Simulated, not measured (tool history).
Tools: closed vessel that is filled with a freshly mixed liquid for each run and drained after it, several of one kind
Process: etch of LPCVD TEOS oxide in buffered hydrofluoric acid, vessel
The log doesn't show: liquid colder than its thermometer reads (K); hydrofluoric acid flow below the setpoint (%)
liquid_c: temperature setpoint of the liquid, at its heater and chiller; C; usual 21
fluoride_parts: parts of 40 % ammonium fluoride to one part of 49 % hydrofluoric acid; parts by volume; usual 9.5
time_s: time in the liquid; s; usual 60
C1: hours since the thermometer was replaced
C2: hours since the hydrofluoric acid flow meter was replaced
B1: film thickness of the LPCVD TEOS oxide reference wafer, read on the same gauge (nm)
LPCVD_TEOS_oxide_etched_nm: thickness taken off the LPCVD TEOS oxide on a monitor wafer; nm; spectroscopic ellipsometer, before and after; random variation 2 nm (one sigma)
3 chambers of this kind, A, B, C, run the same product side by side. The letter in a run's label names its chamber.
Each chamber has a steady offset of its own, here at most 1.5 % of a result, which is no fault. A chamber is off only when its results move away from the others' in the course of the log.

{"run": "1B", "day": 0.208, "liquid_c": 21, "fluoride_parts": 9.5, "time_s": 60, "C1": 217.2, "C2": 851.4, "B1": 50.007, "LPCVD_TEOS_oxide_etched_nm": 201.5}
{"day": 0.35, "done": "chamber A: thermometer replaced"}
{"run": "2C", "day": 0.517, "liquid_c": 21, "fluoride_parts": 9.5, "time_s": 60, "C1": 531.1, "C2": 1642.1, "B1": 49.994, "LPCVD_TEOS_oxide_etched_nm": 196.13}
{"run": "3A", "day": 0.933, "liquid_c": 21, "fluoride_parts": 9.5, "time_s": 60, "C1": 14, "C2": 1531.6, "B1": 49.988, "LPCVD_TEOS_oxide_etched_nm": 202.21}
{"run": "4B", "day": 1.308, "liquid_c": 21, "fluoride_parts": 9.5, "time_s": 60, "C1": 243.6, "C2": 877.8, "B1": 50.028, "LPCVD_TEOS_oxide_etched_nm": 201.75}
{"run": "5C", "day": 1.625, "liquid_c": 21, "fluoride_parts": 9.5, "time_s": 60, "C1": 557.7, "C2": 1668.7, "B1": 49.983, "LPCVD_TEOS_oxide_etched_nm": 198.15}
{"run": "6A", "day": 1.942, "liquid_c": 21, "fluoride_parts": 9.5, "time_s": 60, "C1": 38.2, "C2": 1555.8, "B1": 49.993, "LPCVD_TEOS_oxide_etched_nm": 199.67}
{"day": 1.975, "done": "chamber C: thermometer replaced"}
{"run": "7C", "day": 2.25, "liquid_c": 21, "fluoride_parts": 9.5, "time_s": 60, "C1": 6.6, "C2": 1683.7, "B1": 50.015, "LPCVD_TEOS_oxide_etched_nm": 198.9}
{"run": "8A", "day": 2.562, "liquid_c": 21, "fluoride_parts": 9.5, "time_s": 60, "C1": 53.1, "C2": 1570.7, "B1": 49.991, "LPCVD_TEOS_oxide_etched_nm": 204.23}
{"run": "9B", "day": 2.988, "liquid_c": 21, "fluoride_parts": 9.5, "time_s": 60, "C1": 283.9, "C2": 918.1, "B1": 49.998, "LPCVD_TEOS_oxide_etched_nm": 196.25}
{"run": "10C", "day": 3.254, "liquid_c": 21, "fluoride_parts": 9.5, "time_s": 60, "C1": 30.7, "C2": 1707.8, "B1": 49.99, "LPCVD_TEOS_oxide_etched_nm": 199.34}
{"run": "11A", "day": 3.662, "liquid_c": 21, "fluoride_parts": 6.5, "time_s": 30, "C1": 79.5, "C2": 1597.1, "B1": 49.987, "LPCVD_TEOS_oxide_etched_nm": 145.02}
{"run": "12B", "day": 3.888, "liquid_c": 21, "fluoride_parts": 6.5, "time_s": 30, "C1": 305.5, "C2": 939.7, "B1": 49.988, "LPCVD_TEOS_oxide_etched_nm": 143.55}
{"run": "13C", "day": 4.317, "liquid_c": 21, "fluoride_parts": 6.5, "time_s": 30, "C1": 56.2, "C2": 1733.3, "B1": 50.005, "LPCVD_TEOS_oxide_etched_nm": 142.72}
{"run": "14B", "day": 4.725, "liquid_c": 21, "fluoride_parts": 9.5, "time_s": 60, "C1": 325.6, "C2": 959.8, "B1": 49.983, "LPCVD_TEOS_oxide_etched_nm": 198.93}
{"run": "15A", "day": 5.15, "liquid_c": 21, "fluoride_parts": 9.5, "time_s": 60, "C1": 115.2, "C2": 1632.8, "B1": 50, "LPCVD_TEOS_oxide_etched_nm": 200.29}
{"run": "16B", "day": 5.371, "liquid_c": 21, "fluoride_parts": 9.5, "time_s": 60, "C1": 341.1, "C2": 975.3, "B1": 49.993, "LPCVD_TEOS_oxide_etched_nm": 197.71}
{"run": "17A", "day": 5.758, "liquid_c": 21, "fluoride_parts": 9.5, "time_s": 60, "C1": 129.8, "C2": 1647.4, "B1": 49.999, "LPCVD_TEOS_oxide_etched_nm": 203.27}
{"run": "18C", "day": 6.083, "liquid_c": 21, "fluoride_parts": 9.5, "time_s": 60, "C1": 98.6, "C2": 1775.7, "B1": 49.994, "LPCVD_TEOS_oxide_etched_nm": 198.27}
{"run": "19B", "day": 6.475, "liquid_c": 21, "fluoride_parts": 9.5, "time_s": 60, "C1": 367.6, "C2": 1001.8, "B1": 50.009, "LPCVD_TEOS_oxide_etched_nm": 199.29}
{"run": "20C", "day": 6.762, "liquid_c": 21, "fluoride_parts": 9.5, "time_s": 60, "C1": 114.9, "C2": 1792, "B1": 50.008, "LPCVD_TEOS_oxide_etched_nm": 198.75}
{"day": 6.833, "done": "chamber A: hydrofluoric acid flow meter replaced"}
{"run": "21A", "day": 6.996, "liquid_c": 21, "fluoride_parts": 11, "time_s": 60, "C1": 159.5, "C2": 4, "B1": 49.957, "LPCVD_TEOS_oxide_etched_nm": 177.32}
{"run": "22A", "day": 7.329, "liquid_c": 21, "fluoride_parts": 11, "time_s": 60, "C1": 167.5, "C2": 12, "B1": 50.017, "LPCVD_TEOS_oxide_etched_nm": 176.05}
{"run": "23B", "day": 7.746, "liquid_c": 21, "fluoride_parts": 11, "time_s": 60, "C1": 398.1, "C2": 1032.3, "B1": 50.027, "LPCVD_TEOS_oxide_etched_nm": 173.77}
{"run": "24C", "day": 7.983, "liquid_c": 21, "fluoride_parts": 9.5, "time_s": 60, "C1": 144.2, "C2": 1821.3, "B1": 49.999, "LPCVD_TEOS_oxide_etched_nm": 198.43}
{"run": "25B", "day": 8.408, "liquid_c": 21, "fluoride_parts": 9.5, "time_s": 60, "C1": 414, "C2": 1048.2, "B1": 50.014, "LPCVD_TEOS_oxide_etched_nm": 199.02}
{"run": "26C", "day": 8.721, "liquid_c": 21, "fluoride_parts": 9.5, "time_s": 60, "C1": 161.9, "C2": 1839, "B1": 49.984, "LPCVD_TEOS_oxide_etched_nm": 204.01}
{"run": "27A", "day": 8.917, "liquid_c": 21, "fluoride_parts": 9.5, "time_s": 60, "C1": 205.6, "C2": 50.1, "B1": 49.983, "LPCVD_TEOS_oxide_etched_nm": 199.78}
{"run": "28A", "day": 9.142, "liquid_c": 21, "fluoride_parts": 9.5, "time_s": 60, "C1": 211, "C2": 55.5, "B1": 49.957, "LPCVD_TEOS_oxide_etched_nm": 201.45}
{"run": "29B", "day": 9.533, "liquid_c": 21, "fluoride_parts": 9.5, "time_s": 60, "C1": 441, "C2": 1075.2, "B1": 49.983, "LPCVD_TEOS_oxide_etched_nm": 198.27}
{"run": "30C", "day": 9.733, "liquid_c": 21, "fluoride_parts": 9.5, "time_s": 60, "C1": 186.2, "C2": 1863.3, "B1": 50.015, "LPCVD_TEOS_oxide_etched_nm": 199.74}
{"run": "31C", "day": 10.096, "liquid_c": 21, "fluoride_parts": 9.5, "time_s": 60, "C1": 194.9, "C2": 1872, "B1": 50.006, "LPCVD_TEOS_oxide_etched_nm": 200.35}
{"run": "32A", "day": 10.504, "liquid_c": 21, "fluoride_parts": 9.5, "time_s": 60, "C1": 243.7, "C2": 88.2, "B1": 49.989, "LPCVD_TEOS_oxide_etched_nm": 203.79}
{"run": "33B", "day": 10.821, "liquid_c": 21, "fluoride_parts": 9.5, "time_s": 60, "C1": 471.9, "C2": 1106.1, "B1": 50.051, "LPCVD_TEOS_oxide_etched_nm": 196.95}
{"run": "34A", "day": 11.212, "liquid_c": 21, "fluoride_parts": 9.5, "time_s": 60, "C1": 260.7, "C2": 105.2, "B1": 50.015, "LPCVD_TEOS_oxide_etched_nm": 202.84}
{"run": "35B", "day": 11.5, "liquid_c": 21, "fluoride_parts": 9.5, "time_s": 60, "C1": 488.2, "C2": 1122.4, "B1": 49.967, "LPCVD_TEOS_oxide_etched_nm": 196.86}
{"run": "36C", "day": 11.7, "liquid_c": 21, "fluoride_parts": 11, "time_s": 60, "C1": 233.4, "C2": 1910.5, "B1": 50.046, "LPCVD_TEOS_oxide_etched_nm": 175.71}
{"run": "37A", "day": 12.012, "liquid_c": 21, "fluoride_parts": 11, "time_s": 60, "C1": 279.9, "C2": 124.4, "B1": 50.019, "LPCVD_TEOS_oxide_etched_nm": 177.15}
{"run": "38B", "day": 12.425, "liquid_c": 21, "fluoride_parts": 11, "time_s": 60, "C1": 510.4, "C2": 1144.6, "B1": 49.985, "LPCVD_TEOS_oxide_etched_nm": 173.54}
{"run": "39C", "day": 12.65, "liquid_c": 21, "fluoride_parts": 9.5, "time_s": 60, "C1": 256.2, "C2": 1933.3, "B1": 49.978, "LPCVD_TEOS_oxide_etched_nm": 198.22}
{"run": "40A", "day": 13.0, "liquid_c": 21, "fluoride_parts": 9.5, "time_s": 60, "C1": 303.6, "C2": 148.1, "B1": 49.977, "LPCVD_TEOS_oxide_etched_nm": 201.66}
{"run": "41B", "day": 13.367, "liquid_c": 21, "fluoride_parts": 9.5, "time_s": 60, "C1": 533, "C2": 1167.2, "B1": 50.005, "LPCVD_TEOS_oxide_etched_nm": 196.17}

Is one chamber off against the others, does the gauge drift, or is nothing wrong? If a chamber is off, say which, and what the likeliest cause is.

No chamber stands off beyond its own small offset, and the gauge holds steady.
